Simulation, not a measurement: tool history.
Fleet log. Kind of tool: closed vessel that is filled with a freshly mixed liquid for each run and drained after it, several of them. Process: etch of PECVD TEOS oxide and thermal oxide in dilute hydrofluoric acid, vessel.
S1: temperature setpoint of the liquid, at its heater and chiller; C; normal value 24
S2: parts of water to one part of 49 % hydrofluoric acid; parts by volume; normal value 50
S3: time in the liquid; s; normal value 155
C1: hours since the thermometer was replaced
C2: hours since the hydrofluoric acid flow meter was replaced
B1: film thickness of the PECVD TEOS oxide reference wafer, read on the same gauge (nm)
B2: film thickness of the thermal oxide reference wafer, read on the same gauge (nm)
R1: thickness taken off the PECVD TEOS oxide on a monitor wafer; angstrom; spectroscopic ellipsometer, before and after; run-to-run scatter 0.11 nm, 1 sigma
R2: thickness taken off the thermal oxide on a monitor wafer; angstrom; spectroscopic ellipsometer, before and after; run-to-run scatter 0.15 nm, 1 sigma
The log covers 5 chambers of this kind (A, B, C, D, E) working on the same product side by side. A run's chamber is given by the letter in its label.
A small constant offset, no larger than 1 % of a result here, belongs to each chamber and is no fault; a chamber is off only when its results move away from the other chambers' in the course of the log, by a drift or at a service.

run	hour	S1	S2	S3	C1	C2	B1	B2	R1	R2
1B	9.4	24	50	155	62.2	621.2	59.992	149.98	302.08	158.22
2E	20.2	24	50	155	434.2	1911.5	60.009	149.99	300.34	159.49
3A	31	24	50	155	1867.1	93	59.981	149.99	301.65	158.5
4D	43.6	24	50	155	2393.1	336.5	60.009	150.02	301.99	158.17
5C	55.9	24	50	155	986.4	760.1	59.992	150	308.65	162.19
6D	63.9	24	50	155	2413.4	356.8	59.981	150.04	303.18	160.49
7E	74.4	24	50	155	488.4	1965.7	60.013	150	300.95	159.02
8B	86	24	50	155	138.8	697.8	60.017	150	304.44	159.03
9C	94.3	24	50	155	1024.8	798.5	59.982	149.97	309.24	161.13
10A	105.4	24	50	155	1941.5	167.4	59.984	150.01	300.48	159.73
11D	115.9	24	50	155	2465.4	408.8	60.021	149.94	304.89	156.59
12A	126.1	24	50	155	1962.2	188.1	60.015	150.04	301.12	158.58
13E	132.5	24	50	155	546.5	2023.8	59.986	149.98	301.9	157.57
14B	141.1	24	50	155	193.9	752.9	59.953	149.96	303.14	158.78
15C	150.7	24	50	155	1081.2	854.9	59.993	150.04	307.19	161.06
16D	158.3	24	50	155	2507.8	451.2	59.966	150	304.21	157.99
17E	171.1	24	50	155	585.1	2062.4	60.015	149.96	302.33	161.97
18A	177.7	24	50	155	2013.8	239.7	59.993	150.03	301.29	160.04
19C	186	20.5	35	155	1116.5	890.2	59.98	149.96	388.52	201.24
20B	199	20.5	35	155	251.8	810.8	60.006	150.02	380.2	203.3
21C	208.8	20.5	35	155	1139.3	913	59.975	150.02	391.71	200.93
22A	220.5	20.5	35	155	2056.6	282.5	60.026	150	376.37	198.47
# hour 225.6: chamber D: hydrofluoric acid flow meter replaced
23D	232.5	20.5	35	155	2582	6.9	60.035	150	377.75	201.18
24B	240.3	24	50	155	293.1	852.1	60.02	150	302.05	159.07
# hour 242: chamber B: hydrofluoric acid flow meter replaced
25E	249	24	50	155	663	2140.3	59.979	150	300.28	157.84
26A	261.4	24	50	155	2097.5	323.4	60.015	149.98	300.09	156.03
27C	268.2	24	35	155	1198.7	972.4	59.972	149.94	449.41	234.76
28E	279.5	24	35	155	693.5	2170.8	59.991	149.98	436.67	230.77
# hour 282: chamber A: thermometer replaced
29D	291	24	35	155	2640.5	65.4	59.994	150.01	439.23	233.05
30B	300	24	35	155	352.8	58.1	59.991	150	443	237.26
31B	311.2	24	35	155	364	69.3	60.023	149.99	442.02	231.77
32E	318.8	24	50	155	732.8	2210.1	60.007	149.96	300.9	158.9
33D	325.7	24	50	80	2675.2	100.1	60.012	150.01	156.06	82.071
34C	332.3	24	50	80	1262.8	1036.5	59.995	149.98	159.03	82.845
35A	341.6	24	50	80	59.7	403.6	60.019	150.02	154.84	82.143
# hour 350.1: chamber E: thermometer replaced
36C	350.9	24	50	80	1281.4	1055.1	60.023	150.03	158.31	81.723
37E	361.6	24	50	80	11.5	2252.9	59.995	149.98	155.34	80.971
38D	372.5	24	50	155	2722	146.9	60.01	150.04	301.37	155.8
39A	380.7	24	50	155	98.8	442.7	60.001	149.99	301.32	158.68
40B	393.4	24	50	155	446.2	151.5	60.004	149.97	301.88	160.82
41B	401.6	24	50	155	454.4	159.7	60.002	150.03	299.59	157.93
42C	413.6	24	50	155	1344.1	1117.8	60.024	149.99	304.84	158.82
43E	426.6	24	50	155	76.5	2317.9	60.001	149.97	301.93	159.69
44A	432.5	24	50	155	150.6	494.5	60.008	150	301.76	156.46

For the next run the whole fleet of 5 chambers uses the same settings. Give each chamber's results:
45A	441.9	24	65	155					?	?
45B	441.9	24	65	155					?	?
45C	441.9	24	65	155					?	?
45D	441.9	24	65	155					?	?
45E	441.9	24	65	155					?	?

run	R1	R2
45A	228.07	120.02
45B	227.57	119.8
45C	230.78	118.75
45D	229.93	119.68
45E	227.32	120.55

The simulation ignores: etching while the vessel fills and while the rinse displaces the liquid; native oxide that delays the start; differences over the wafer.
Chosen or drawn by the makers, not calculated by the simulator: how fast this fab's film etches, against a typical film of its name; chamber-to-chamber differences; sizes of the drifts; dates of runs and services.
